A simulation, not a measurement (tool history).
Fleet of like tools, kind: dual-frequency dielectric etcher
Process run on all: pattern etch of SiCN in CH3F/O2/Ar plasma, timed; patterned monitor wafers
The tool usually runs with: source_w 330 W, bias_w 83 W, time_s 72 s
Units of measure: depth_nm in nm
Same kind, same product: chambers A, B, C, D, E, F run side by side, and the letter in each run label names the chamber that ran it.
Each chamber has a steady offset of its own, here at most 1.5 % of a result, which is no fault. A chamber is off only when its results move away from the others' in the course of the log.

run   hour  source_w  bias_w  time_s  read-back reference wafer on the same gauge, depth_nm  depth_nm
       4.1  -- chamber D: wet clean of the chamber
 1C    8.0       330      83      72                                                 23.702    26.879
 2B   18.2       330      83      72                                                 23.694    25.921
      19.0  -- chamber C: wet clean of the chamber
 3F   33.4       330      83      72                                                 23.697    26.394
 4A   46.6       330      83      72                                                 23.703    26.395
      52.4  -- chamber E: wet clean of the chamber
 5D   54.1       330      83      72                                                 23.709    26.529
 6E   66.8       330      83      72                                                 23.704    26.543
 7B   75.7       330      83      72                                                 23.696    26.262
 8D   91.0       330      83      72                                                 23.707    26.591
 9C  106.9       330      83      72                                                 23.694    26.562
10E  114.6       330      83      72                                                 23.703    26.464
11A  127.6       330      83      72                                                 23.694    26.326
12F  137.2       330      83      72                                                 23.678    26.448
13A  148.4       330      83      72                                                 23.710    26.474
14D  161.8       330      83      72                                                 23.691    26.671
15E  174.6       330      83      72                                                 23.722    26.442
16F  183.6       330      83      72                                                 23.715    26.568
17C  192.5       330      83      72                                                 23.716    26.879
18B  201.1       330      83      72                                                 23.692    26.499
19E  213.1       330      83      72                                                 23.696    26.393
20B  224.3       330      83      72                                                 23.688    26.318
21A  233.0       330      83      72                                                 23.697    26.473
22F  243.4       330      83      72                                                 23.691    26.535
23C  257.4       330      83      72                                                 23.709    26.672
24D  273.1       330      83      72                                                 23.709    26.526
25B  280.1       330      83      72                                                 23.696    26.484
26D  290.1       330      83      72                                                 23.691    26.627
27C  305.5       330      83      72                                                 23.699    26.778
28E  318.6       330      83      72                                                 23.703    26.463
29F  332.5       330      83      72                                                 23.697    26.433
30A  346.3       330      83      72                                                 23.696    26.627
31B  354.4       330      83      72                                                 23.701    26.712
32C  363.2       330      83      72                                                 23.709    26.661
33F  377.0       330      83      72                                                 23.695    26.413
34A  388.4       330      83      72                                                 23.685    26.549
35E  403.1       330      83      72                                                 23.675    26.319
36D  416.3       330      83      72                                                 23.714    26.786
37E  423.7       330      83      72                                                 23.689    26.285
38A  432.6       330      95      83                                                 23.710    32.022
39B  443.4       330      95      83                                                 23.711    32.730
40F  454.1       330      95      83                                                 23.684    32.329
41C  462.0       330      95      83                                                 23.711    32.511
     468.2  -- chamber D: wet clean of the chamber
42D  469.0       330      95      83                                                 23.709    32.429
43C  478.1       330      95      83                                                 23.689    32.357
     479.1  -- chamber E: wet clean of the chamber
44E  491.7       330      83      72                                                 23.703    26.284

Next, all 6 chambers run the settings below, one line each with question marks for the results. What does each chamber give?
45A  503.2       380      83      72                                                                ?
45B  503.2       380      83      72                                                                ?
45C  503.2       380      83      72                                                                ?
45D  503.2       380      83      72                                                                ?
45E  503.2       380      83      72                                                                ?
45F  503.2       380      83      72                                                                ?

run  depth_nm
45A    27.884
45B    28.559
45C    28.463
45D    27.955
45E    27.871
45F    27.924

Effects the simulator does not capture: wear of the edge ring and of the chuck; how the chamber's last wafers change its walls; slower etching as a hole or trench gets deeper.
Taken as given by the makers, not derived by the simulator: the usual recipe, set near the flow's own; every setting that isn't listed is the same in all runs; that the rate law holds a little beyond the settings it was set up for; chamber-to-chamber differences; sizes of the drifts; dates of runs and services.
